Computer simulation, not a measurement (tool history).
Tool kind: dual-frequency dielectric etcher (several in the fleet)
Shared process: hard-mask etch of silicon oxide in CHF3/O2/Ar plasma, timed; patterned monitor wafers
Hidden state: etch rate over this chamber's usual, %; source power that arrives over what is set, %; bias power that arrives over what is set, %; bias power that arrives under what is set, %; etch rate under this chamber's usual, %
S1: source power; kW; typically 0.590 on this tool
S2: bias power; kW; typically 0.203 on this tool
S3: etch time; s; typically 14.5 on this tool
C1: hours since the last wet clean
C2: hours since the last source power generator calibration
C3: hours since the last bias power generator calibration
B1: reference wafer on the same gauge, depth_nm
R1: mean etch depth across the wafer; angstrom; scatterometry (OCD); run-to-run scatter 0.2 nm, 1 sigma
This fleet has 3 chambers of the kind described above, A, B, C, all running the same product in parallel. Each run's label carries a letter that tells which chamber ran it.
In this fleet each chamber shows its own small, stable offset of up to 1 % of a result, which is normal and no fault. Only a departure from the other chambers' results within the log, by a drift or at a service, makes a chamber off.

run	hour	S1	S2	S3	C1	C2	C3	B1	R1
1A	5.3	0.590	0.203	14.5	674.1	1861.2	1931.5	24.107	298.22
2B	10.6	0.590	0.203	14.5	66.1	706.1	274.9	24.106	295.87
3C	15.8	0.590	0.203	14.5	25.8	701.6	1555.9	24.096	297.96
4C	20.3	0.590	0.203	14.5	30.3	706.1	1560.4	24.113	297.13
5B	27.6	0.590	0.203	14.5	83.1	723.1	291.9	24.106	296.29
6A	31.4	0.590	0.203	14.5	700.2	1887.3	1957.6	24.111	300.37
7B	38.4	0.590	0.203	14.5	93.9	733.9	302.7	24.104	297.60
8C	43.2	0.590	0.203	14.5	53.2	729.0	1583.3	24.117	297.83
9A	48.0	0.590	0.203	14.5	716.8	1903.9	1974.2	24.097	298.04
# hour 48.4: chamber A: wet clean of the chamber
10B	51.3	0.590	0.203	14.5	106.8	746.8	315.6	24.127	297.50
11C	58.5	0.590	0.203	14.5	68.5	744.3	1598.6	24.078	295.24
12A	63.5	0.590	0.203	14.5	15.1	1919.4	1989.7	24.090	302.28
13A	70.8	0.590	0.203	14.5	22.4	1926.7	1997.0	24.092	296.46
14B	77.2	0.590	0.203	14.5	132.7	772.7	341.5	24.120	295.90
15C	82.3	0.590	0.203	14.5	92.3	768.1	1622.4	24.124	293.43
16A	86.7	0.590	0.203	14.5	38.3	1942.6	2012.9	24.123	297.10
17C	89.9	0.590	0.203	14.5	99.9	775.7	1630.0	24.136	296.43
18B	97.0	0.590	0.236	17.0	152.5	792.5	361.3	24.116	365.70
19B	100.6	0.590	0.236	17.0	156.1	796.1	364.9	24.109	364.69
20C	107.1	0.590	0.236	17.0	117.1	792.9	1647.2	24.106	362.21

Is one chamber out of step, is the gauge drifting, or do the chambers differ by no more than their own small offsets? For an off chamber, give its letter and the likeliest cause.

No chamber is off and the gauge is stable; the differences are just each chamber's small, constant offset.

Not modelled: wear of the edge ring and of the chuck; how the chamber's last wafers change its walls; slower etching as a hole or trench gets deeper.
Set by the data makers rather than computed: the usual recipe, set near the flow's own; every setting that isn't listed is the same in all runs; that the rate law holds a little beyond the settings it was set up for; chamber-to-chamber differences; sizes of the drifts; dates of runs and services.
